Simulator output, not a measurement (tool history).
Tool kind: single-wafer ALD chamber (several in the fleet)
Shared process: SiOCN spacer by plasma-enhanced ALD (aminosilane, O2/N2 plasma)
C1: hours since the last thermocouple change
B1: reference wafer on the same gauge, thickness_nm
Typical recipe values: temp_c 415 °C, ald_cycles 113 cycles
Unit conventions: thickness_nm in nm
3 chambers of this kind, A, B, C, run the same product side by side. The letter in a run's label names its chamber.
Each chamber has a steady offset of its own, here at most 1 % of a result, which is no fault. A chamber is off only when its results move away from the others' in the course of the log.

run 1C day=0.596 | temp_c=415 ald_cycles=113 | C1=793.6 | B1=5.5883 | thickness_nm=6.4899
run 2A day=1.125 | temp_c=415 ald_cycles=113 | C1=520.8 | B1=5.5858 | thickness_nm=6.5441
run 3B day=1.417 | temp_c=415 ald_cycles=113 | C1=977.7 | B1=5.5861 | thickness_nm=6.5524
run 4A day=2.004 | temp_c=415 ald_cycles=113 | C1=541.9 | B1=5.5838 | thickness_nm=6.5481
run 5C day=2.396 | temp_c=415 ald_cycles=113 | C1=836.8 | B1=5.5819 | thickness_nm=6.478
run 6B day=2.754 | temp_c=415 ald_cycles=113 | C1=1009.8 | B1=5.5828 | thickness_nm=6.5329
run 7B day=3.342 | temp_c=415 ald_cycles=113 | C1=1023.9 | B1=5.5838 | thickness_nm=6.539
run 8C day=3.908 | temp_c=415 ald_cycles=113 | C1=873.1 | B1=5.5809 | thickness_nm=6.4854
run 9A day=4.442 | temp_c=415 ald_cycles=113 | C1=600.4 | B1=5.5795 | thickness_nm=6.5292
run 10A day=4.775 | temp_c=415 ald_cycles=113 | C1=608.4 | B1=5.5773 | thickness_nm=6.5258
run 11C day=5.333 | temp_c=415 ald_cycles=113 | C1=907.3 | B1=5.5778 | thickness_nm=6.4705
run 12B day=5.921 | temp_c=415 ald_cycles=113 | C1=1085.8 | B1=5.5754 | thickness_nm=6.5259
run 13C day=6.429 | temp_c=426 ald_cycles=121 | C1=933.6 | B1=5.5738 | thickness_nm=6.6955
run 14A day=6.779 | temp_c=426 ald_cycles=121 | C1=656.5 | B1=5.5736 | thickness_nm=6.7389
-- day=6.908 chamber B: thermocouple changed; heater temperature recalibrated
run 15B day=7.125 | temp_c=426 ald_cycles=121 | C1=5.3 | B1=5.5734 | thickness_nm=6.7393
run 16A day=7.554 | temp_c=415 ald_cycles=113 | C1=675.1 | B1=5.5708 | thickness_nm=6.5197
run 17C day=7.867 | temp_c=415 ald_cycles=113 | C1=968.1 | B1=5.5707 | thickness_nm=6.4577
run 18B day=8.412 | temp_c=415 ald_cycles=113 | C1=36.2 | B1=5.5712 | thickness_nm=6.518
run 19A day=8.967 | temp_c=415 ald_cycles=113 | C1=709 | B1=5.568 | thickness_nm=6.5178
run 20C day=9.362 | temp_c=415 ald_cycles=113 | C1=1004 | B1=5.5685 | thickness_nm=6.4834
run 21B day=9.908 | temp_c=406 ald_cycles=95 | C1=72.1 | B1=5.5665 | thickness_nm=5.6545
run 22B day=10.488 | temp_c=406 ald_cycles=95 | C1=86 | B1=5.5648 | thickness_nm=5.6402
run 23A day=10.983 | temp_c=406 ald_cycles=95 | C1=757.4 | B1=5.5614 | thickness_nm=5.6208
run 24C day=11.333 | temp_c=415 ald_cycles=113 | C1=1051.3 | B1=5.5656 | thickness_nm=6.4656
run 25B day=11.904 | temp_c=415 ald_cycles=113 | C1=120 | B1=5.5607 | thickness_nm=6.5117

Next, all 3 chambers run the settings below, one line each with question marks for the results. What does each chamber give?
run 26A day=12.358 | temp_c=415 ald_cycles=121 | thickness_nm=?
run 26B day=12.358 | temp_c=415 ald_cycles=121 | thickness_nm=?
run 26C day=12.358 | temp_c=415 ald_cycles=121 | thickness_nm=?

run=26A thickness_nm=6.9784
run=26B thickness_nm=6.988
run=26C thickness_nm=6.9221
